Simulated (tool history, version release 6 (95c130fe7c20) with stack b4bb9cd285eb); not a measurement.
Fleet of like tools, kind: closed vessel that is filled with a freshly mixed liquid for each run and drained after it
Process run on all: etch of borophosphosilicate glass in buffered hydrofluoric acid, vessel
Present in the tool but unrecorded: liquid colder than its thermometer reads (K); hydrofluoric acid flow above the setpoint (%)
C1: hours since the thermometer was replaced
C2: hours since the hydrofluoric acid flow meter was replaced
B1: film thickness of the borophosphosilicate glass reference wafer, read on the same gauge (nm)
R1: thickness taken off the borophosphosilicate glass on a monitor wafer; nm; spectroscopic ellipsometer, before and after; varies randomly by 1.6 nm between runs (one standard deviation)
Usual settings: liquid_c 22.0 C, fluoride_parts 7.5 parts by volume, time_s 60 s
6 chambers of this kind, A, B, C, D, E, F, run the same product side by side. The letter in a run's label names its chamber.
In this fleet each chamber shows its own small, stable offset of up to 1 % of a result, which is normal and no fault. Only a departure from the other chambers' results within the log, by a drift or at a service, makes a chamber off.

{"run": "1B", "hour": 2.0, "liquid_c": 22.0, "fluoride_parts": 7.5, "time_s": 60, "C1": 294.2, "C2": 325.3, "B1": 49.998, "R1": 235.16}
{"run": "2C", "hour": 4.1, "liquid_c": 22.0, "fluoride_parts": 7.5, "time_s": 60, "C1": 1235.1, "C2": 1422.9, "B1": 50.027, "R1": 233.95}
{"run": "3E", "hour": 7.9, "liquid_c": 22.0, "fluoride_parts": 7.5, "time_s": 60, "C1": 259.1, "C2": 1000.2, "B1": 49.987, "R1": 239.0}
{"run": "4F", "hour": 12.0, "liquid_c": 22.0, "fluoride_parts": 7.5, "time_s": 60, "C1": 443.2, "C2": 451.3, "B1": 50.015, "R1": 233.83}
{"run": "5D", "hour": 14.8, "liquid_c": 22.0, "fluoride_parts": 7.5, "time_s": 60, "C1": 1548.1, "C2": 1100.7, "B1": 49.999, "R1": 236.0}
{"run": "6A", "hour": 19.1, "liquid_c": 22.0, "fluoride_parts": 7.5, "time_s": 60, "C1": 433.8, "C2": 387.6, "B1": 50.015, "R1": 236.22}
{"run": "7F", "hour": 21.5, "liquid_c": 26.0, "fluoride_parts": 7.5, "time_s": 60, "C1": 452.7, "C2": 460.8, "B1": 50.023, "R1": 292.5}
{"run": "8A", "hour": 23.8, "liquid_c": 26.0, "fluoride_parts": 7.5, "time_s": 60, "C1": 438.5, "C2": 392.3, "B1": 49.997, "R1": 291.56}
{"run": "9E", "hour": 26.7, "liquid_c": 26.0, "fluoride_parts": 7.5, "time_s": 60, "C1": 277.9, "C2": 1019.0, "B1": 50.002, "R1": 298.19}
{"run": "10B", "hour": 30.7, "liquid_c": 26.0, "fluoride_parts": 7.5, "time_s": 60, "C1": 322.9, "C2": 354.0, "B1": 49.983, "R1": 291.12}
{"run": "11D", "hour": 33.6, "liquid_c": 26.0, "fluoride_parts": 7.5, "time_s": 60, "C1": 1566.9, "C2": 1119.5, "B1": 49.971, "R1": 293.48}
{"run": "12C", "hour": 35.4, "liquid_c": 26.0, "fluoride_parts": 7.5, "time_s": 60, "C1": 1266.4, "C2": 1454.2, "B1": 50.029, "R1": 294.32}
{"run": "13D", "hour": 37.5, "liquid_c": 22.0, "fluoride_parts": 7.5, "time_s": 75, "C1": 1570.8, "C2": 1123.4, "B1": 49.995, "R1": 293.29}
{"run": "14C", "hour": 39.7, "liquid_c": 22.0, "fluoride_parts": 7.5, "time_s": 75, "C1": 1270.7, "C2": 1458.5, "B1": 49.997, "R1": 291.11}
{"run": "15E", "hour": 43.9, "liquid_c": 22.0, "fluoride_parts": 7.5, "time_s": 75, "C1": 295.1, "C2": 1036.2, "B1": 49.991, "R1": 295.33}
{"run": "16B", "hour": 47.4, "liquid_c": 22.0, "fluoride_parts": 7.5, "time_s": 75, "C1": 339.6, "C2": 370.7, "B1": 50.021, "R1": 289.61}
{"run": "17F", "hour": 50.3, "liquid_c": 22.0, "fluoride_parts": 7.5, "time_s": 75, "C1": 481.5, "C2": 489.6, "B1": 50.013, "R1": 293.69}
{"run": "18A", "hour": 54.0, "liquid_c": 22.0, "fluoride_parts": 7.5, "time_s": 75, "C1": 468.7, "C2": 422.5, "B1": 49.978, "R1": 294.33}
{"run": "19C", "hour": 57.0, "liquid_c": 22.0, "fluoride_parts": 7.5, "time_s": 60, "C1": 1288.0, "C2": 1475.8, "B1": 49.996, "R1": 236.75}
{"run": "20A", "hour": 59.8, "liquid_c": 25.5, "fluoride_parts": 6.0, "time_s": 60, "C1": 474.5, "C2": 428.3, "B1": 49.988, "R1": 358.82}
{"run": "21B", "hour": 64.1, "liquid_c": 25.5, "fluoride_parts": 6.0, "time_s": 60, "C1": 356.3, "C2": 387.4, "B1": 50.006, "R1": 340.22}
{"run": "22E", "hour": 67.0, "liquid_c": 25.5, "fluoride_parts": 6.0, "time_s": 60, "C1": 318.2, "C2": 1059.3, "B1": 49.996, "R1": 355.29}
{"run": "23F", "hour": 70.8, "liquid_c": 25.5, "fluoride_parts": 6.0, "time_s": 60, "C1": 502.0, "C2": 510.1, "B1": 49.973, "R1": 351.35}
{"run": "24D", "hour": 74.8, "liquid_c": 25.5, "fluoride_parts": 6.0, "time_s": 60, "C1": 1608.1, "C2": 1160.7, "B1": 49.985, "R1": 351.64}
{"run": "25E", "hour": 77.7, "liquid_c": 25.5, "fluoride_parts": 6.0, "time_s": 60, "C1": 328.9, "C2": 1070.0, "B1": 50.005, "R1": 351.96}
{"run": "26F", "hour": 80.4, "liquid_c": 22.0, "fluoride_parts": 7.5, "time_s": 60, "C1": 511.6, "C2": 519.7, "B1": 49.972, "R1": 237.9}
{"run": "27C", "hour": 83.0, "liquid_c": 22.0, "fluoride_parts": 7.5, "time_s": 60, "C1": 1314.0, "C2": 1501.8, "B1": 50.017, "R1": 236.18}
{"run": "28B", "hour": 86.8, "liquid_c": 22.0, "fluoride_parts": 7.5, "time_s": 60, "C1": 379.0, "C2": 410.1, "B1": 49.986, "R1": 220.2}
{"run": "29A", "hour": 91.1, "liquid_c": 22.0, "fluoride_parts": 7.5, "time_s": 60, "C1": 505.8, "C2": 459.6, "B1": 50.024, "R1": 238.38}
{"run": "30D", "hour": 94.7, "liquid_c": 22.0, "fluoride_parts": 7.5, "time_s": 60, "C1": 1628.0, "C2": 1180.6, "B1": 49.996, "R1": 235.36}
{"run": "31C", "hour": 97.3, "liquid_c": 22.0, "fluoride_parts": 7.5, "time_s": 60, "C1": 1328.3, "C2": 1516.1, "B1": 49.992, "R1": 236.86}
{"run": "32A", "hour": 100.0, "liquid_c": 22.0, "fluoride_parts": 7.5, "time_s": 60, "C1": 514.7, "C2": 468.5, "B1": 49.992, "R1": 236.77}
{"run": "33E", "hour": 103.4, "liquid_c": 22.0, "fluoride_parts": 7.5, "time_s": 60, "C1": 354.6, "C2": 1095.7, "B1": 50.008, "R1": 237.99}
{"run": "34F", "hour": 105.6, "liquid_c": 22.0, "fluoride_parts": 7.5, "time_s": 60, "C1": 536.8, "C2": 544.9, "B1": 49.988, "R1": 237.01}
{"run": "35D", "hour": 108.5, "liquid_c": 22.0, "fluoride_parts": 7.5, "time_s": 60, "C1": 1641.8, "C2": 1194.4, "B1": 49.988, "R1": 237.92}
{"run": "36B", "hour": 112.0, "liquid_c": 22.0, "fluoride_parts": 7.5, "time_s": 60, "C1": 404.2, "C2": 435.3, "B1": 49.986, "R1": 215.46}

Next, all 6 chambers run the settings below, one line each with question marks for the results. What does each chamber give?
{"run": "37A", "hour": 115.1, "liquid_c": 22.0, "fluoride_parts": 7.5, "time_s": 60, "R1": "?"}
{"run": "37B", "hour": 115.1, "liquid_c": 22.0, "fluoride_parts": 7.5, "time_s": 60, "R1": "?"}
{"run": "37C", "hour": 115.1, "liquid_c": 22.0, "fluoride_parts": 7.5, "time_s": 60, "R1": "?"}
{"run": "37D", "hour": 115.1, "liquid_c": 22.0, "fluoride_parts": 7.5, "time_s": 60, "R1": "?"}
{"run": "37E", "hour": 115.1, "liquid_c": 22.0, "fluoride_parts": 7.5, "time_s": 60, "R1": "?"}
{"run": "37F", "hour": 115.1, "liquid_c": 22.0, "fluoride_parts": 7.5, "time_s": 60, "R1": "?"}

run=37A R1=235.18
run=37B R1=213.89
run=37C R1=235.64
run=37D R1=236.21
run=37E R1=239.28
run=37F R1=235.08

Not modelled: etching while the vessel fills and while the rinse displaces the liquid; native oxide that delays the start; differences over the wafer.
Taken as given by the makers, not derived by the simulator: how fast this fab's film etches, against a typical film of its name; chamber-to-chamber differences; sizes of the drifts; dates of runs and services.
